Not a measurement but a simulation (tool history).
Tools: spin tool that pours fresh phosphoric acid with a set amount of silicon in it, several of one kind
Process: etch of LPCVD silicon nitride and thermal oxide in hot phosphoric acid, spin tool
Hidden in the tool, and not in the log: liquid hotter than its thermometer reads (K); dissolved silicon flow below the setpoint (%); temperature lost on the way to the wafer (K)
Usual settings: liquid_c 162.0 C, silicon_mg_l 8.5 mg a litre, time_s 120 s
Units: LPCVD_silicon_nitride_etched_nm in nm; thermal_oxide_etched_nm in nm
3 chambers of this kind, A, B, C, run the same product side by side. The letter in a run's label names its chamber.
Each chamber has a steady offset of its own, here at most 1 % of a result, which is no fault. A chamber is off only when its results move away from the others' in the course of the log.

| run | day | liquid_c | silicon_mg_l | time_s | hours since the thermometer was replaced | hours since the dissolved silicon flow meter was replaced | hours since the heated supply line was repaired | read-back film thickness of the LPCVD silicon nitride reference wafer, read on the same gauge (nm) | read-back film thickness of the thermal oxide reference wafer, read on the same gauge (nm) | LPCVD_silicon_nitride_etched_nm | thermal_oxide_etched_nm |
|---|---|---|---|---|---|---|---|---|---|---|---|
| 1A | 0.367 | 162.0 | 8.5 | 120 | 413.2 | 1721.0 | 707.0 | 79.988 | 89.983 | 11.1630 | 0.26412 |
|  | 0.721 | chamber A: dissolved silicon flow meter replaced |
| 2B | 0.783 | 162.0 | 8.5 | 120 | 1143.9 | 61.7 | 1333.6 | 79.989 | 89.998 | 11.3030 | 0.32718 |
| 3C | 1.275 | 162.0 | 8.5 | 120 | 598.1 | 40.4 | 1240.7 | 79.979 | 90.031 | 11.2120 | 0.31880 |
| 4A | 1.733 | 162.0 | 8.5 | 120 | 446.0 | 24.3 | 739.8 | 80.027 | 90.005 | 11.2370 | 0.33858 |
| 5B | 2.196 | 162.0 | 8.5 | 120 | 1177.8 | 95.6 | 1367.5 | 80.008 | 89.995 | 11.0070 | 0.22797 |
| 6C | 2.492 | 160.5 | 8.5 | 120 | 627.3 | 69.6 | 1269.9 | 80.007 | 90.010 | 10.6810 | 0.27432 |
| 7A | 3.125 | 160.5 | 8.5 | 120 | 479.4 | 57.7 | 773.2 | 80.026 | 90.001 | 10.4460 | 0.25272 |
| 8C | 3.546 | 160.5 | 8.5 | 120 | 652.6 | 94.9 | 1295.2 | 79.981 | 89.988 | 10.4660 | 0.31415 |
| 9B | 3.871 | 162.0 | 8.5 | 120 | 1218.0 | 135.8 | 1407.7 | 80.001 | 89.970 | 11.0850 | 0.33180 |
| 10B | 4.408 | 162.0 | 8.5 | 185 | 1230.9 | 148.7 | 1420.6 | 79.959 | 90.003 | 17.3240 | 0.44173 |
| 11C | 4.733 | 162.0 | 8.5 | 185 | 681.1 | 123.4 | 1323.7 | 80.007 | 89.994 | 17.1850 | 0.51544 |
| 12A | 5.208 | 162.0 | 8.5 | 185 | 529.4 | 107.7 | 823.2 | 80.037 | 89.988 | 16.8350 | 0.48564 |
| 13A | 5.608 | 162.0 | 13.0 | 120 | 539.0 | 117.3 | 832.8 | 80.014 | 90.007 | 11.1370 | 0.36729 |
| 14B | 6.192 | 162.0 | 13.0 | 120 | 1273.7 | 191.5 | 1463.4 | 79.964 | 89.979 | 10.9670 | 0.26463 |
| 15C | 6.817 | 162.0 | 13.0 | 120 | 731.1 | 173.4 | 1373.7 | 80.012 | 89.996 | 11.1410 | 0.19730 |
| 16A | 7.283 | 162.0 | 8.5 | 120 | 579.2 | 157.5 | 873.0 | 79.987 | 90.011 | 11.0090 | 0.28964 |
| 17C | 7.767 | 162.0 | 8.5 | 120 | 753.9 | 196.2 | 1396.5 | 80.018 | 90.011 | 11.0400 | 0.28606 |
| 18B | 8.171 | 162.0 | 8.5 | 120 | 1321.2 | 239.0 | 1510.9 | 79.988 | 89.989 | 11.0870 | 0.29946 |
| 19B | 8.608 | 162.0 | 8.5 | 120 | 1331.7 | 249.5 | 1521.4 | 80.017 | 90.006 | 11.3030 | 0.27778 |
| 20A | 9.212 | 162.0 | 8.5 | 120 | 625.5 | 203.8 | 919.3 | 79.965 | 90.019 | 11.0870 | 0.34493 |
| 21C | 9.625 | 162.0 | 8.5 | 120 | 798.5 | 240.8 | 1441.1 | 79.988 | 90.005 | 10.6740 | 0.31465 |
| 22B | 10.175 | 162.0 | 8.5 | 120 | 1369.3 | 287.1 | 1559.0 | 79.971 | 89.987 | 11.3710 | 0.32548 |
|  | 10.362 | chamber A: heated supply line repaired |
| 23A | 10.796 | 162.0 | 8.5 | 120 | 663.5 | 241.8 | 10.4 | 80.067 | 89.985 | 11.1790 | 0.29844 |
| 24C | 11.400 | 162.0 | 8.5 | 120 | 841.1 | 283.4 | 1483.7 | 80.003 | 90.017 | 10.6990 | 0.25296 |
| 25A | 11.721 | 164.0 | 2.0 | 120 | 685.7 | 264.0 | 32.6 | 79.944 | 90.001 | 11.8160 | 0.39069 |
| 26C | 12.025 | 164.0 | 2.0 | 120 | 856.1 | 298.4 | 1498.7 | 80.007 | 89.978 | 11.1680 | 0.38515 |
| 27B | 12.546 | 164.0 | 2.0 | 120 | 1426.2 | 344.0 | 1615.9 | 80.001 | 90.006 | 11.9160 | 0.39087 |
|  | 12.617 | chamber A: thermometer replaced |
| 28B | 13.133 | 162.0 | 8.5 | 120 | 1440.3 | 358.1 | 1630.0 | 79.997 | 89.987 | 11.1980 | 0.32041 |
| 29C | 13.458 | 162.0 | 1.5 | 70 | 890.5 | 332.8 | 1533.1 | 79.956 | 90.006 | 6.0542 | 0.17513 |
| 30A | 13.788 | 162.0 | 1.5 | 70 | 28.2 | 313.6 | 82.2 | 79.950 | 89.998 | 6.4899 | 0.21212 |
| 31A | 14.242 | 162.0 | 1.5 | 70 | 39.1 | 324.5 | 93.1 | 79.981 | 89.998 | 6.5194 | 0.21947 |
| 32B | 14.842 | 162.0 | 8.5 | 120 | 1481.3 | 399.1 | 1671.0 | 80.007 | 89.983 | 11.0900 | 0.32758 |
| 33C | 15.196 | 159.0 | 8.5 | 120 | 932.2 | 374.5 | 1574.8 | 79.984 | 89.992 | 9.1346 | 0.19173 |
| 34C | 15.671 | 159.0 | 8.5 | 120 | 943.6 | 385.9 | 1586.2 | 80.023 | 89.986 | 9.0231 | 0.17956 |
| 35B | 16.096 | 159.0 | 8.5 | 120 | 1511.4 | 429.2 | 1701.1 | 80.020 | 89.985 | 9.8987 | 0.20599 |
| 36A | 16.608 | 162.0 | 8.5 | 120 | 95.9 | 381.3 | 149.9 | 80.034 | 90.019 | 11.2230 | 0.35299 |
| 37B | 17.221 | 162.0 | 8.5 | 120 | 1538.4 | 456.2 | 1728.1 | 79.966 | 90.006 | 11.2700 | 0.33665 |
| 38A | 17.650 | 162.0 | 3.5 | 120 | 120.9 | 406.3 | 174.9 | 79.989 | 89.987 | 11.1100 | 0.32102 |
| 39C | 18.108 | 162.0 | 3.5 | 120 | 1002.1 | 444.4 | 1644.7 | 79.996 | 90.001 | 9.8029 | 0.26593 |

Is one chamber off against the others, does the gauge drift, or is nothing wrong? If a chamber is off, say which, and what the likeliest cause is.

Chamber C drifts away from the others.
Cause: temperature lost on the way to the wafer (K) = 4.06.

Here are 4 candidates for chamber C's next run, each the usual settings with a change, their results left as question marks. Which one brings its results back in line with what the others give on the usual settings?
In line means no further than this from the other chambers' mean on the usual settings: LPCVD_silicon_nitride_etched_nm 0.3700 nm; thermal_oxide_etched_nm 0.13000 nm
| 40C-1 | 18.571 | 160.5 | 12.5 | 110 |  |  |  |  |  | ? | ? |
| 40C-2 | 18.571 | 163.0 | 6.5 | 125 |  |  |  |  |  | ? | ? |
| 40C-3 | 18.571 | 163.5 | 4.5 | 130 |  |  |  |  |  | ? | ? |
| 40C-4 | 18.571 | 161.0 | 10.5 | 115 |  |  |  |  |  | ? | ? |

The other chambers' mean on the usual settings: LPCVD_silicon_nitride_etched_nm 11.1140 nm; thermal_oxide_etched_nm 0.30743 nm
| run | LPCVD_silicon_nitride_etched_nm | thermal_oxide_etched_nm |
|---|---|---|
| 40C-1 | 8.4963 | 0.17220 |
| 40C-2 | 10.5240 | 0.27010 |
| 40C-3 | 11.1350 | 0.30380 |
| 40C-4 | 9.0384 | 0.19587 |
40C-3 brings the chamber back in line.
